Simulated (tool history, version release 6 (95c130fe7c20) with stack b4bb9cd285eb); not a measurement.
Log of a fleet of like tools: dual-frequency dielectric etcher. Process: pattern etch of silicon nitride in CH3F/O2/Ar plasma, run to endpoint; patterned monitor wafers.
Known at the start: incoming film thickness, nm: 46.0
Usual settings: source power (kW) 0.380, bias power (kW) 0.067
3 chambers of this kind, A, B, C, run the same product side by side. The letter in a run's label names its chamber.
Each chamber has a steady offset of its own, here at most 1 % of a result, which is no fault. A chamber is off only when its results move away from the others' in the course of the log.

| run | hour | source power (kW) | bias power (kW) | endpoint time (s) |
|---|---|---|---|---|
| 1B | 11.3 | 0.380 | 0.067 | 69.247 |
| 2A | 20.8 | 0.380 | 0.067 | 68.813 |
| 3C | 36.3 | 0.380 | 0.067 | 69.863 |
| 4C | 48.2 | 0.380 | 0.067 | 69.030 |
| 5B | 57.6 | 0.380 | 0.067 | 69.763 |
| 6A | 70.2 | 0.380 | 0.067 | 69.516 |
| 7B | 83.5 | 0.380 | 0.067 | 70.550 |
| 8C | 92.8 | 0.380 | 0.067 | 70.044 |
| 9A | 106.4 | 0.380 | 0.067 | 70.490 |
| 10B | 115.0 | 0.380 | 0.067 | 70.023 |
|  | 123.2 | chamber C: wet clean of the chamber |
| 11C | 126.6 | 0.380 | 0.067 | 69.364 |
| 12A | 140.9 | 0.380 | 0.067 | 70.584 |
| 13B | 154.0 | 0.380 | 0.067 | 69.658 |
| 14A | 161.1 | 0.380 | 0.067 | 70.551 |
| 15C | 171.4 | 0.380 | 0.067 | 69.221 |
| 16A | 178.8 | 0.380 | 0.067 | 71.095 |
| 17B | 187.2 | 0.380 | 0.067 | 70.242 |
| 18C | 197.0 | 0.380 | 0.067 | 70.271 |
| 19B | 203.9 | 0.380 | 0.067 | 70.124 |
| 20A | 212.1 | 0.380 | 0.067 | 72.723 |
| 21C | 219.4 | 0.380 | 0.067 | 70.364 |
| 22A | 235.2 | 0.380 | 0.067 | 71.367 |
| 23B | 249.9 | 0.380 | 0.067 | 70.029 |
| 24C | 261.9 | 0.380 | 0.067 | 69.609 |
| 25B | 272.1 | 0.380 | 0.067 | 70.022 |
| 26C | 282.0 | 0.380 | 0.067 | 69.031 |
| 27A | 290.1 | 0.380 | 0.067 | 72.896 |

Is one chamber off against the others, does the gauge drift, or is nothing wrong? If a chamber is off, say which, and what the likeliest cause is.

Chamber A drifts away from the others.
Cause: etch rate under this chamber's usual, % = 5.28.

Here are 4 candidates for chamber A's next run, each the usual settings with a change, their results left as question marks. Which one brings its results back in line with what the others give on the usual settings?
In line means no further than this from the other chambers' mean on the usual settings: endpoint time (s) 1.300
| 28A-1 | 301.4 | 0.460 | 0.067 | ? |
| 28A-2 | 301.4 | 0.340 | 0.067 | ? |
| 28A-3 | 301.4 | 0.380 | 0.076 | ? |
| 28A-4 | 301.4 | 0.340 | 0.061 | ? |

The other chambers' mean on the usual settings: endpoint time (s) 69.808
| run | endpoint time (s) |
|---|---|
| 28A-1 | 67.850 |
| 28A-2 | 76.218 |
| 28A-3 | 69.940 |
| 28A-4 | 78.671 |
28A-3 brings the chamber back in line.

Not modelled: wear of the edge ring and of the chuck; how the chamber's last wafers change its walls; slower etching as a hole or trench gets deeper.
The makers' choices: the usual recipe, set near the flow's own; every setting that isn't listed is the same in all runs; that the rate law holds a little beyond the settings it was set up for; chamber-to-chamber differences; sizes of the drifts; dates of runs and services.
